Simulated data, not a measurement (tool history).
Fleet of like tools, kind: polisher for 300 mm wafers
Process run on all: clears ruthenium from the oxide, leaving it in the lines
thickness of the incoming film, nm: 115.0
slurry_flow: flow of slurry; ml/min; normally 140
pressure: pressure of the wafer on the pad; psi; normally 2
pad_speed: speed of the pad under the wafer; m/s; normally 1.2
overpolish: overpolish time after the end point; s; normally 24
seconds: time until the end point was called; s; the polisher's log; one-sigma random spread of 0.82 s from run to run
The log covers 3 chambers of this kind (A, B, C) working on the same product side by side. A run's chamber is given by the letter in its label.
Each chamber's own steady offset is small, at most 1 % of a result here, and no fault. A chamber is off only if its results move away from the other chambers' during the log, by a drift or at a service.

Run 1C, hour 6.7: usual settings. Result: seconds 91.820 s.
Run 2A, hour 12.4: usual settings. Result: seconds 92.156 s.
At hour 12.6: chamber C: worn pad replaced by a new one.
At hour 16.1: chamber A: head pressure recalibrated.
Run 3B, hour 18.9: usual settings. Result: seconds 90.281 s.
At hour 22.2: chamber B: head pressure recalibrated.
Run 4A, hour 23.3: usual settings. Result: seconds 91.921 s.
Run 5B, hour 28.9: usual settings but slurry_flow 175 ml/min. Result: seconds 87.135 s.
Run 6C, hour 34.0: usual settings but slurry_flow 175 ml/min. Result: seconds 88.949 s.
Run 7C, hour 39.0: usual settings but slurry_flow 175 ml/min. Result: seconds 87.254 s.
Run 8B, hour 44.1: usual settings. Result: seconds 90.801 s.
Run 9A, hour 48.4: usual settings. Result: seconds 92.287 s.
Run 10A, hour 52.6: usual settings. Result: seconds 90.571 s.
At hour 56.7: chamber C: head pressure recalibrated.
Run 11B, hour 58.5: usual settings but pad_speed 0.9 m/s, overpolish 10 s. Result: seconds 120.090 s.
Run 12C, hour 62.9: usual settings but pad_speed 0.9 m/s, overpolish 10 s. Result: seconds 134.450 s.
Run 13C, hour 67.6: usual settings but pad_speed 0.9 m/s, overpolish 10 s. Result: seconds 135.380 s.
At hour 68.6: chamber B: worn pad replaced by a new one.
Run 14A, hour 71.0: usual settings. Result: seconds 90.632 s.
Run 15B, hour 74.4: usual settings. Result: seconds 89.615 s.
Run 16C, hour 80.6: usual settings. Result: seconds 102.240 s.
Run 17B, hour 87.7: usual settings. Result: seconds 91.639 s.
Run 18A, hour 91.8: usual settings but pad_speed 0.9 m/s, overpolish 30 s. Result: seconds 121.250 s.
Run 19A, hour 95.0: usual settings but pad_speed 0.9 m/s, overpolish 30 s. Result: seconds 122.170 s.
Run 20C, hour 99.6: usual settings but pad_speed 0.9 m/s, overpolish 30 s. Result: seconds 134.580 s.

Is one chamber out of step, is the gauge drifting, or do the chambers differ by no more than their own small offsets? For an off chamber, give its letter and the likeliest cause.

A service left chamber C off against the others.
Most likely cause: head's pressure below its setpoint, % = 10.2.

Below are 4 candidate recipes for chamber C's next run, each the usual settings with a change, their results shown as question marks. Which of them brings C's results back in line with what the other chambers give on the usual settings?
In line here means within this much of the mean the other chambers give on the usual settings: seconds 2.900 s
Run 21C-1, hour 104.7: usual settings but pressure 2.1 psi, pad_speed 1.28 m/s. Result: seconds ?.
Run 21C-2, hour 104.7: usual settings but pad_speed 1.06 m/s. Result: seconds ?.
Run 21C-3, hour 104.7: usual settings but pressure 2.1 psi. Result: seconds ?.
Run 21C-4, hour 104.7: usual settings but pad_speed 1.16 m/s. Result: seconds ?.

On the usual settings, the other chambers give on average: seconds 90.984 s
  run  seconds
21C-1   90.901
21C-2  114.840
21C-3   96.870
21C-4  105.090
21C-1 is the one that brings the chamber's results back in line with the other chambers.
